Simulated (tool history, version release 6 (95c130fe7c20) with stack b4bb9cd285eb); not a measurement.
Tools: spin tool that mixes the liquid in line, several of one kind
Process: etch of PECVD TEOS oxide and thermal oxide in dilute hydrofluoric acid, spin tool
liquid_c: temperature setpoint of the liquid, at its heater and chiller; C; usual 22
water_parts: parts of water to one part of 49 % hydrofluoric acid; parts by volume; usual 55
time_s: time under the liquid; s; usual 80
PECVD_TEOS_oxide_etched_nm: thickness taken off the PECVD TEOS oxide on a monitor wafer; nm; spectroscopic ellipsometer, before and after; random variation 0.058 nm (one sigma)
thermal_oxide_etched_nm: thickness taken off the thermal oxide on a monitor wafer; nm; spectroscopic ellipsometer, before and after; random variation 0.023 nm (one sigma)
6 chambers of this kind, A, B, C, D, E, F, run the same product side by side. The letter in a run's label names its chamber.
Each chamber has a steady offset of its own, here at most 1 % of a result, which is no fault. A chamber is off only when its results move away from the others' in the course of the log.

run	hour	liquid_c	water_parts	time_s	hours since the thermometer was replaced	hours since the hydrofluoric acid flow meter was replaced	read-back film thickness of the PECVD TEOS oxide reference wafer, read on the same gauge (nm)	read-back film thickness of the thermal oxide reference wafer, read on the same gauge (nm)	PECVD_TEOS_oxide_etched_nm	thermal_oxide_etched_nm
1C	5.4	22	55	80	1241.2	266.9	29.983	140	19.114	7.0407
2A	10.3	22	55	80	227.1	547.9	30.005	140	19.179	6.9599
3D	12.9	22	55	80	2029.7	693.4	30.021	140.01	19.237	6.8988
4B	17.7	22	55	80	1335.4	556.4	30.02	140	19.292	7.0152
5F	22.6	22	55	45	79.7	1003.4	30.01	140.01	10.75	3.9424
6E	26.5	22	55	45	1375	1255.6	30.009	140	10.766	3.9278
7A	31.9	22	55	45	248.7	569.5	29.981	140.01	10.789	3.9289
8C	35.1	22	55	45	1270.9	296.6	30.006	139.99	10.791	3.9676
9B	38.8	22	55	45	1356.5	577.5	30.006	139.99	10.82	3.9457
10D	42	22	55	45	2058.8	722.5	29.997	140.01	10.814	3.916
11E	45.8	22	55	80	1394.3	1274.9	29.989	139.99	19.188	6.9389
12F	48.8	22	55	80	105.9	1029.6	29.994	140	18.98	6.9693
13B	52.2	22	55	80	1369.9	590.9	30.001	140	19.36	7.0378
14C	57.5	22	55	80	1293.3	319	30.004	139.99	19.068	7.0178
15F	62.6	22	55	80	119.7	1043.4	29.986	139.99	19.131	7.0106
16A	65.5	19	45	80	282.3	603.1	30.021	140	20.95	7.6007
17D	69	19	45	80	2085.8	749.5	30.004	140	20.923	7.5499
18E	73.7	19	45	80	1422.2	1302.8	29.993	139.99	20.891	7.6289
19F	77.7	19	45	80	134.8	1058.5	29.983	140.01	20.718	7.5698
20E	81	19	45	80	1429.5	1310.1	30.011	139.98	20.856	7.596
21D	86.5	19	45	80	2103.3	767	30.003	140.02	20.961	7.5275
22B	91.1	22	55	80	1408.8	629.8	30.016	139.99	19.339	7.0915
23A	94.7	22	55	80	311.5	632.3	30.014	140.02	19.24	6.9541
# hour 97.9: chamber D: hydrofluoric acid flow meter replaced
24C	98.7	22	55	80	1334.5	360.2	30.002	139.98	19.247	6.9936
25A	104.1	22	55	80	320.9	641.7	30.001	140.01	19.166	6.9628
26D	107.9	22	55	80	2124.7	10	30.008	140	19.183	6.9085
27B	112.8	22	55	80	1430.5	651.5	30.007	140.01	19.342	7.0348
28E	117.4	22	55	80	1465.9	1346.5	29.986	140.01	19.243	6.9404
29C	120	22	55	30	1355.8	381.5	30	140	7.1884	2.6324
30F	125.4	22	55	30	182.5	1106.2	30	139.99	7.1813	2.6209
31B	128.7	22	55	30	1446.4	667.4	29.997	139.99	7.2758	2.6495
32E	131.2	22	55	30	1479.7	1360.3	29.99	140.01	7.1666	2.6237
33D	135	22	55	30	2151.8	37.1	29.996	140.01	7.2094	2.6065
34F	138.8	22	55	30	195.9	1119.6	30.012	140	7.1749	2.6366
35A	143.9	22	55	80	360.7	681.5	30.019	140.02	19.243	6.9706
36C	149.4	22	55	80	1385.2	410.9	30.003	140.01	19.233	7.0112
37C	154	22	55	80	1389.8	415.5	29.984	140.01	19.063	7.0774
38A	157.3	22	55	80	374.1	694.9	30.007	140.01	19.219	6.9947
39B	162	22	55	80	1479.7	700.7	30.006	140.01	19.345	7.0554
40F	165.3	22	55	80	222.4	1146.1	30.002	139.99	19.171	6.971

Is one chamber off against the others, does the gauge drift, or is nothing wrong? If a chamber is off, say which, and what the likeliest cause is.

No chamber stands off beyond its own small offset, and the gauge holds steady.

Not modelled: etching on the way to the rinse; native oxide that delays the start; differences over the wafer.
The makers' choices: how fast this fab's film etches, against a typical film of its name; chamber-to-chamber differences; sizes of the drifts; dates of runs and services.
